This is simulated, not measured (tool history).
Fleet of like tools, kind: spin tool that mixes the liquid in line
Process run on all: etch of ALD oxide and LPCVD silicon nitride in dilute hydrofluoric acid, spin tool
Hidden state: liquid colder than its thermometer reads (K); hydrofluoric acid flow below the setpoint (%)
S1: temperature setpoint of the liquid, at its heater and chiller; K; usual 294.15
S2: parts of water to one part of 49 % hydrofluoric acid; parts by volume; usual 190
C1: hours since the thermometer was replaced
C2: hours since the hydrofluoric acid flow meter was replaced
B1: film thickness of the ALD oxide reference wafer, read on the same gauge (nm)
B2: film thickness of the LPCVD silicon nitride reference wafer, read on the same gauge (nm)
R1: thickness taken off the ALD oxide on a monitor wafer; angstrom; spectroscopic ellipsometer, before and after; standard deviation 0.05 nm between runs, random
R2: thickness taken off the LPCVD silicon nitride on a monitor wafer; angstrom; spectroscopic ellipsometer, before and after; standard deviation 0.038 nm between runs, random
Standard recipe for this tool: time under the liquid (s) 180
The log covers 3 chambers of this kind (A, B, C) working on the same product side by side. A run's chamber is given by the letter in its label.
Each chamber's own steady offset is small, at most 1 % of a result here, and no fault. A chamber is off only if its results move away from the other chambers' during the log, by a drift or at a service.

{"run": "1C", "hour": 8.6, "S1": 294.15, "S2": 190, "time under the liquid (s)": 180, "C1": 35.4, "C2": 2092.6, "B1": 29.983, "B2": 130.02, "R1": 74.934, "R2": 4.8992}
{"run": "2A", "hour": 18.2, "S1": 294.15, "S2": 190, "time under the liquid (s)": 180, "C1": 779, "C2": 217.3, "B1": 29.986, "B2": 129.97, "R1": 74.794, "R2": 4.1433}
{"run": "3B", "hour": 27.7, "S1": 294.15, "S2": 190, "time under the liquid (s)": 180, "C1": 915.9, "C2": 1473.5, "B1": 29.998, "B2": 129.98, "R1": 75.567, "R2": 4.7932}
{"run": "4B", "hour": 37.0, "S1": 294.15, "S2": 190, "time under the liquid (s)": 180, "C1": 925.2, "C2": 1482.8, "B1": 30.031, "B2": 130, "R1": 75.23, "R2": 4.8342}
{"run": "5C", "hour": 46.0, "S1": 294.15, "S2": 190, "time under the liquid (s)": 180, "C1": 72.8, "C2": 2130, "B1": 29.974, "B2": 130.02, "R1": 74.089, "R2": 3.7192}
{"run": "6A", "hour": 55.7, "S1": 292.15, "S2": 240, "time under the liquid (s)": 180, "C1": 816.5, "C2": 254.8, "B1": 29.993, "B2": 130.02, "R1": 52.375, "R2": 3.5683}
{"run": "7A", "hour": 64.8, "S1": 292.15, "S2": 240, "time under the liquid (s)": 180, "C1": 825.6, "C2": 263.9, "B1": 30.011, "B2": 130.04, "R1": 52.352, "R2": 3.1216}
{"run": "8C", "hour": 72.0, "S1": 292.15, "S2": 240, "time under the liquid (s)": 180, "C1": 98.8, "C2": 2156, "B1": 29.987, "B2": 130.01, "R1": 51.994, "R2": 3.033}
{"run": "9B", "hour": 80.5, "S1": 294.15, "S2": 120, "time under the liquid (s)": 110, "C1": 968.7, "C2": 1526.3, "B1": 29.972, "B2": 130.01, "R1": 78.144, "R2": 3.85}
{"run": "10B", "hour": 87.3, "S1": 294.15, "S2": 120, "time under the liquid (s)": 110, "C1": 975.5, "C2": 1533.1, "B1": 29.98, "B2": 130.05, "R1": 78.209, "R2": 4.0358}
{"run": "11A", "hour": 94.8, "S1": 294.15, "S2": 120, "time under the liquid (s)": 110, "C1": 855.6, "C2": 293.9, "B1": 30.048, "B2": 130.02, "R1": 77.676, "R2": 4.0779}
{"hour": 96.3, "done": "chamber C: hydrofluoric acid flow meter replaced"}
{"run": "12C", "hour": 104.5, "S1": 294.15, "S2": 190, "time under the liquid (s)": 180, "C1": 131.3, "C2": 8.3, "B1": 30.012, "B2": 129.97, "R1": 74.902, "R2": 4.9257}
{"run": "13B", "hour": 109.5, "S1": 294.15, "S2": 190, "time under the liquid (s)": 180, "C1": 997.7, "C2": 1555.3, "B1": 30.027, "B2": 130, "R1": 74.115, "R2": 4.7476}
{"run": "14A", "hour": 119.0, "S1": 292.15, "S2": 190, "time under the liquid (s)": 95, "C1": 879.8, "C2": 318.1, "B1": 29.971, "B2": 129.97, "R1": 36.483, "R2": 2.0918}
{"run": "15C", "hour": 125.4, "S1": 292.15, "S2": 190, "time under the liquid (s)": 95, "C1": 152.2, "C2": 29.2, "B1": 29.963, "B2": 130.02, "R1": 36.482, "R2": 1.9041}
{"run": "16C", "hour": 134.7, "S1": 292.15, "S2": 190, "time under the liquid (s)": 95, "C1": 161.5, "C2": 38.5, "B1": 30.011, "B2": 129.99, "R1": 36.514, "R2": 1.9339}
{"run": "17A", "hour": 143.0, "S1": 290.65, "S2": 190, "time under the liquid (s)": 180, "C1": 903.8, "C2": 342.1, "B1": 29.999, "B2": 129.97, "R1": 65.691, "R2": 3.6211}
{"run": "18B", "hour": 148.0, "S1": 290.65, "S2": 190, "time under the liquid (s)": 180, "C1": 1036.2, "C2": 1593.8, "B1": 30.052, "B2": 129.97, "R1": 64.375, "R2": 3.3207}
{"run": "19A", "hour": 152.9, "S1": 290.65, "S2": 190, "time under the liquid (s)": 180, "C1": 913.7, "C2": 352, "B1": 30.04, "B2": 129.96, "R1": 65.686, "R2": 3.7142}
{"run": "20B", "hour": 160.0, "S1": 294.15, "S2": 190, "time under the liquid (s)": 180, "C1": 1048.2, "C2": 1605.8, "B1": 29.981, "B2": 130.02, "R1": 74.231, "R2": 4.38}
{"run": "21C", "hour": 168.9, "S1": 294.15, "S2": 190, "time under the liquid (s)": 180, "C1": 195.7, "C2": 72.7, "B1": 30.021, "B2": 130.03, "R1": 74.889, "R2": 4.5229}
{"run": "22C", "hour": 178.1, "S1": 294.15, "S2": 190, "time under the liquid (s)": 180, "C1": 204.9, "C2": 81.9, "B1": 29.997, "B2": 129.94, "R1": 74.544, "R2": 4.984}
{"run": "23B", "hour": 186.6, "S1": 294.15, "S2": 190, "time under the liquid (s)": 180, "C1": 1074.8, "C2": 1632.4, "B1": 30.004, "B2": 130, "R1": 74.613, "R2": 4.1236}
{"run": "24A", "hour": 193.8, "S1": 294.15, "S2": 190, "time under the liquid (s)": 180, "C1": 954.6, "C2": 392.9, "B1": 29.995, "B2": 130.04, "R1": 74.628, "R2": 4.8773}

One chamber off, gauge drift, or nothing amiss beyond the chambers' own small offsets? If it is a chamber, which one, and what is the likeliest cause?

No chamber stands off beyond its own small offset, and the gauge holds steady.

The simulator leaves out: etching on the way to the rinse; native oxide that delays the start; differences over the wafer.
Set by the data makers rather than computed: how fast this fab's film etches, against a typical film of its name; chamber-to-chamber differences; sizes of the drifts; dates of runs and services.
